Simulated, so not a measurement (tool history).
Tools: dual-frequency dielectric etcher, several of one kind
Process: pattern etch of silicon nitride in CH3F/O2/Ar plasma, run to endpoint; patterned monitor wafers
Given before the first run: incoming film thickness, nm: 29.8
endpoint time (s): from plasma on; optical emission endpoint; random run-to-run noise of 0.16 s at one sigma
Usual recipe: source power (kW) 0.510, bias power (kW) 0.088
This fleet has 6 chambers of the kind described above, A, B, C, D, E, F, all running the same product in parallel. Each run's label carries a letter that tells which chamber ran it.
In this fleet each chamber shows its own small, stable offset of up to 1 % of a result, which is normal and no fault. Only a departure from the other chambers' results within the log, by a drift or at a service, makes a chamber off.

run,hour,source power (kW),bias power (kW),hours since the last wet clean,hours since the last source power generator calibration,hours since the last bias power generator calibration,endpoint time (s)
1C,6.7,0.510,0.088,369.4,2460.4,3160.1,37.142
2D,17.6,0.510,0.088,25.8,1656.8,1315.6,36.740
# hour 21.7: chamber B: wet clean of the chamber
3A,23.0,0.510,0.088,230.1,2484.0,1582.8,36.963
4B,33.6,0.510,0.088,11.9,1200.0,923.1,36.938
5F,39.0,0.510,0.088,215.8,196.5,1326.7,36.923
6E,47.9,0.510,0.088,437.5,1597.5,1571.4,36.652
7D,59.8,0.510,0.088,68.0,1699.0,1357.8,36.423
8E,70.7,0.510,0.088,460.3,1620.3,1594.2,36.980
9C,81.1,0.510,0.088,443.8,2534.8,3234.5,37.095
10B,87.2,0.510,0.088,65.5,1253.6,976.7,37.257
11A,95.2,0.510,0.088,302.3,2556.2,1655.0,36.801
12F,101.3,0.390,0.088,278.1,258.8,1389.0,40.913
13C,108.0,0.390,0.088,470.7,2561.7,3261.4,40.785
14D,118.7,0.390,0.088,126.9,1757.9,1416.7,40.649
15A,125.3,0.390,0.088,332.4,2586.3,1685.1,40.744
16E,136.8,0.390,0.088,526.4,1686.4,1660.3,40.732
# hour 143.3: chamber E: wet clean of the chamber
17B,147.1,0.390,0.088,125.4,1313.5,1036.6,41.134
# hour 147.2: chamber F: wet clean of the chamber
18F,152.8,0.510,0.088,5.6,310.3,1440.5,35.872
19B,159.9,0.510,0.088,138.2,1326.3,1049.4,37.132
20D,170.3,0.510,0.088,178.5,1809.5,1468.3,36.465
21E,178.9,0.510,0.088,35.6,1728.5,1702.4,37.044
# hour 187.0: chamber C: wet clean of the chamber
22A,190.0,0.510,0.088,397.1,2651.0,1749.8,37.054
23C,196.1,0.510,0.088,9.2,2649.8,3349.5,37.049
24F,201.8,0.510,0.088,54.6,359.3,1489.5,36.165
25B,213.7,0.510,0.088,192.0,1380.1,1103.2,36.599
26A,222.3,0.510,0.088,429.4,2683.3,1782.1,36.630
27D,232.4,0.510,0.088,240.6,1871.6,1530.4,37.165
# hour 236.8: chamber C: source power generator calibrated
28F,241.4,0.510,0.088,94.2,398.9,1529.1,35.649
29C,248.4,0.510,0.088,61.5,11.6,3401.8,36.886
30E,258.2,0.510,0.088,114.9,1807.8,1781.7,36.874
# hour 259.4: chamber A: wet clean of the chamber
31B,264.2,0.510,0.088,242.5,1430.6,1153.7,36.731
32C,272.6,0.420,0.088,85.7,35.8,3426.0,39.960
33A,279.6,0.420,0.088,20.2,2740.6,1839.4,39.718
34E,289.9,0.420,0.088,146.6,1839.5,1813.4,39.544
35F,295.5,0.420,0.088,148.3,453.0,1583.2,38.394
36D,304.2,0.420,0.088,312.4,1943.4,1602.2,39.831

Which is it: a chamber that has drifted or been left off by a service, a gauge drift common to all chambers, or only each chamber's usual small offset? If a chamber is off, name it and its likeliest cause.

A service left chamber F off against the others.
Cause: etch rate over this chamber's usual, % = 2.69.

Below are 4 candidate recipes for chamber F's next run, each the usual settings with a change, their results shown as question marks. Which of them brings F's results back in line with what the other chambers give on the usual settings?
Maximum distance from the other chambers' mean on the usual settings for a result to count as in line: endpoint time (s) 0.580
37F-1,312.9,0.510,0.074,,,,?
37F-2,312.9,0.490,0.085,,,,?
37F-3,312.9,0.530,0.091,,,,?
37F-4,312.9,0.550,0.095,,,,?

The other chambers' mean on the usual settings: endpoint time (s) 36.890
run,endpoint time (s)
37F-1,37.910
37F-2,36.671
37F-3,34.753
37F-4,33.750
It is 37F-2 that realigns the chamber with its peers.
